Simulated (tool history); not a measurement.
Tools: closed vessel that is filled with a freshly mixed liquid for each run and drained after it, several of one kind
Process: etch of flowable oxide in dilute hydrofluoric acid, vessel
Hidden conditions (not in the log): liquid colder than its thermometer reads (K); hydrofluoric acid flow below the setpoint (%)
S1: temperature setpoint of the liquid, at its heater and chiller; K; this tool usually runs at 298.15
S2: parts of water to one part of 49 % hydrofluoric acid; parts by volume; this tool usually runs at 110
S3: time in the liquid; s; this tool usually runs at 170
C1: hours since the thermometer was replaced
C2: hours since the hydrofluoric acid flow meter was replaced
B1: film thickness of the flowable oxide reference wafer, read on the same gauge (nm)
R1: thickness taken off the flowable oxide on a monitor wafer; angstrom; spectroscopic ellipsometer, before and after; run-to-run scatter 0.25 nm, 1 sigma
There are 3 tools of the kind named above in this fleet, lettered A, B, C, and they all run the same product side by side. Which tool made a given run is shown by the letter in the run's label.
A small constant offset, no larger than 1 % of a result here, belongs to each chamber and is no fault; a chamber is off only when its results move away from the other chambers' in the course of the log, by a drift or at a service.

run   hour      S1   S2   S3     C1      C2      B1      R1
 1C    8.2  298.15  110  170  501.7   423.1  140.02  448.90
 2A   18.0  298.15  110  170  784.9  1456.2  140.03  442.52
 3B   23.1  298.15  110  170  180.6   224.0  139.98  441.59
 4A   31.2  298.15  110  170  798.1  1469.4  139.98  444.56
 5C   35.9  298.15  110  170  529.4   450.8  139.99  449.31
 6B   43.1  298.15  110  170  200.6   244.0  139.97  440.72
      43.2  -- chamber C: hydrofluoric acid flow meter replaced
 7A   51.9  298.15  110  170  818.8  1490.1  139.99  446.46
 8B   61.7  298.15  110  170  219.2   262.6  139.97  436.22
 9C   71.7  298.15  110  170  565.2    28.5  139.98  450.10
10A   79.9  298.15  110   85  846.8  1518.1  140.01  222.54
11B   84.8  298.15  110   85  242.3   285.7  140.06  220.51
12C   92.4  298.15  110   85  585.9    49.2  140.02  225.43
13C   97.4  298.15  110  170  590.9    54.2  139.98  449.43
14A  104.0  298.15  110  170  870.9  1542.2  140.02  451.15
15B  112.0  298.15  110  170  269.5   312.9  140.03  434.76
16A  122.7  298.15  110  170  889.6  1560.9  139.98  445.55
17B  130.3  298.15  110  170  287.8   331.2  139.99  433.59
18C  140.6  293.65  110  170  634.1    97.4  140.03  373.40
19C  149.0  293.65  110  170  642.5   105.8  140.02  371.62
20B  156.8  293.65  110  170  314.3   357.7  140.02  360.61
21A  163.0  298.15  110  170  929.9  1601.2  139.99  445.73
22C  168.2  298.15  110  170  661.7   125.0  140.02  448.16
23B  176.8  298.15  110  170  334.3   377.7  140.02  428.58
24A  185.7  298.15  110  170  952.6  1623.9  140.01  448.46
25B  194.4  298.15  110  170  351.9   395.3  140.00  426.63
26A  203.1  298.15  110  170  970.0  1641.3  140.01  454.45
27C  209.2  298.15  110  170  702.7   166.0  140.01  444.52
28C  214.0  300.65  110  170  707.5   170.8  139.95  498.12

Each of the 3 chambers runs these same settings next. Fill in every chamber's results:
29A  221.8  298.15  65  170               ?
29B  221.8  298.15  65  170               ?
29C  221.8  298.15  65  170               ?

run      R1
29A  804.61
29B  760.70
29C  788.39

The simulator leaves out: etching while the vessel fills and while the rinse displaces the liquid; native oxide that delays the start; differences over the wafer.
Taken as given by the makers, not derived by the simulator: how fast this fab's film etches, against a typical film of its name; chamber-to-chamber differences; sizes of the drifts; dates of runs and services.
